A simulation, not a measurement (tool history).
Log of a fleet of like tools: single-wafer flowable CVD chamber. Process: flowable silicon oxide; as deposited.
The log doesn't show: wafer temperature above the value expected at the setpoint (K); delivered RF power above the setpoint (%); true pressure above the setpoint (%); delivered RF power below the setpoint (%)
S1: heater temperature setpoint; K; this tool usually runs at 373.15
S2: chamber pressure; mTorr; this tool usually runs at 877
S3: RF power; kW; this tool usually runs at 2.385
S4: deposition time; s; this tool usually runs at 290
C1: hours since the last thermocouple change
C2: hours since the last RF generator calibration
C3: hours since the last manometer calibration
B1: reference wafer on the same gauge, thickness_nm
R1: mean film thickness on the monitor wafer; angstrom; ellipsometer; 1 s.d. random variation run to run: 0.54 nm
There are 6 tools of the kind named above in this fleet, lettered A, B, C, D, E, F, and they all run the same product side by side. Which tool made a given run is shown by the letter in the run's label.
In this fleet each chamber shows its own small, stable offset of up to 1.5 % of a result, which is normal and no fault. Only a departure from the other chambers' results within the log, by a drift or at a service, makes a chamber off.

run   hour      S1    S2     S3   S4      C1      C2      C3      B1      R1
 1D    5.9  373.15   877  2.385  290  1906.4   689.7   472.5  234.93  2037.8
 2F   15.8  373.15   877  2.385  290  1504.8   687.8  1757.6  235.08  2047.2
 3B   25.3  373.15   877  2.385  290   690.5  1173.2   709.1  235.17  2019.3
 4E   32.3  373.15   877  2.385  290   332.1   215.2  2405.2  234.93  2044.8
 5A     38  373.15   877   2.85  252     575  2094.5  1127.1  235.06  1802.5
 6C   43.8  373.15   877   2.85  252   999.4   539.9   770.7     235    1847
 7F   49.3  373.15   877   2.85  252  1538.3   721.3  1791.1  234.96  1816.8
 8B   53.8  373.15   877   2.85  252     719  1201.7   737.6  235.07  1800.3
 9A   61.9  373.15   877   2.85  252   598.9  2118.4    1151  234.87  1802.7
10D   70.4  373.15   877   2.85  252  1970.9   754.2     537  235.03  1805.5
      78.1  -- chamber F: thermocouple changed; heater temperature recalibrated
11C   78.4  373.15   877  2.385  290    1034   574.5   805.3  234.98  2071.8
12E   85.6  373.15   877  2.385  257   385.4   268.5  2458.5  234.92  1821.5
      90.3  -- chamber B: RF generator calibrated
13E   91.4  373.15   877  2.385  257   391.2   274.3  2464.3  234.97  1817.2
14F   98.5  373.15   877  2.385  257    20.4   770.5  1840.3  234.91  1815.2
15C  106.6  373.15   877  2.385  257  1062.2   602.7   833.5   234.9  1839.1
16A  114.8  373.15   877  2.385  257   651.8  2171.3  1203.9  234.96  1795.1
17B  124.7  373.15   877  2.385  257   789.9    34.4   808.5  234.95  1794.6
18D  131.3  373.15   877  2.385  290  2031.8   815.1   597.9  234.99  2031.3
19B  138.9  373.15   877  2.385  290   804.1    48.6   822.7  235.01  2016.3
     140.1  -- chamber D: RF generator calibrated
20C  147.6  373.15   877  2.385  290  1103.2   643.7   874.5  235.18  2072.2
21A  154.2  373.15   877  2.385  290   691.2  2210.7  1243.3  235.11  2023.4
22D  159.1  373.15   877  2.385  290  2059.6    19.1   625.7  235.09  2040.1
23F  165.6  373.15   877  2.385  290    87.5   837.6  1907.4  234.96  2057.4
24E  174.5  373.15   877  2.385  290   474.3   357.4  2547.4   234.9  2052.7
25E  179.3  373.15   877  2.385  290   479.1   362.2  2552.2  234.82  2045.4
26C  186.3  373.15   877  2.385  290  1141.9   682.4   913.2  235.03  2078.7
27B  195.5  373.15   877  2.385  290   860.7   105.2   879.3     235  1986.5
     197.2  -- chamber D: thermocouple changed; heater temperature recalibrated
28D  201.1  373.15   877  2.385  290     3.9    61.1   667.7  234.85  2026.9
29A  207.7  373.15   877  2.385  290   744.7  2264.2  1296.8  234.98  2023.7
     210.9  -- chamber E: capacitance manometer re-zeroed and calibrated
30F  214.5  373.15   877  2.385  290   136.4   886.5  1956.3  234.99  2049.2
31C  220.6  373.15  1040   2.61  290  1176.2   716.7   947.5  235.15  2595.5
32E  229.7  373.15  1040   2.61  290   529.5   412.6    18.9   235.1  2539.3
33A  237.4  373.15  1040   2.61  290   774.4  2293.9  1326.5  234.98  2543.7
34F  242.4  373.15  1040   2.61  290   164.3   914.4  1984.2  234.91  2566.3
35D  251.4  373.15  1040   2.61  290    54.2   111.4     718  235.08    2536
36B  257.4  373.15  1040   2.61  290   922.6   167.1   941.2  234.76  2453.7
37A  263.7  373.15   877  2.385  290   800.7  2320.2  1352.8  235.03  2013.5
38D  269.5  373.15   877  2.385  290    72.3   129.5   736.1  234.95  2028.5

Is one chamber off against the others, does the gauge drift, or is nothing wrong? If a chamber is off, say which, and what the likeliest cause is.

It is chamber B that slowly wanders off from its peers.
Cause: wafer temperature above the value expected at the setpoint (K) = 1.17.
It could be hard to tell apart here from: true pressure below the setpoint (%).

Below are 4 candidate recipes for chamber B's next run, each the usual settings with a change, their results shown as question marks. Which of them brings B's results back in line with what the other chambers give on the usual settings?
A result is in line if it is within this distance of the other chambers' mean on the usual settings: R1 19 angstrom
39B-1  276.7  373.15  925  2.385  298                   ?
39B-2  276.7  372.15  885  2.385  291                   ?
39B-3  276.7  374.15  869  2.385  289                   ?
39B-4  276.7  373.15  877  2.355  264                   ?

The other chambers' mean on the usual settings: R1 2043.9 angstrom
  run      R1
39B-1  2143.1
39B-2  2049.6
39B-3  1856.6
39B-4  1772.8
39B-2 brings the chamber back in line.
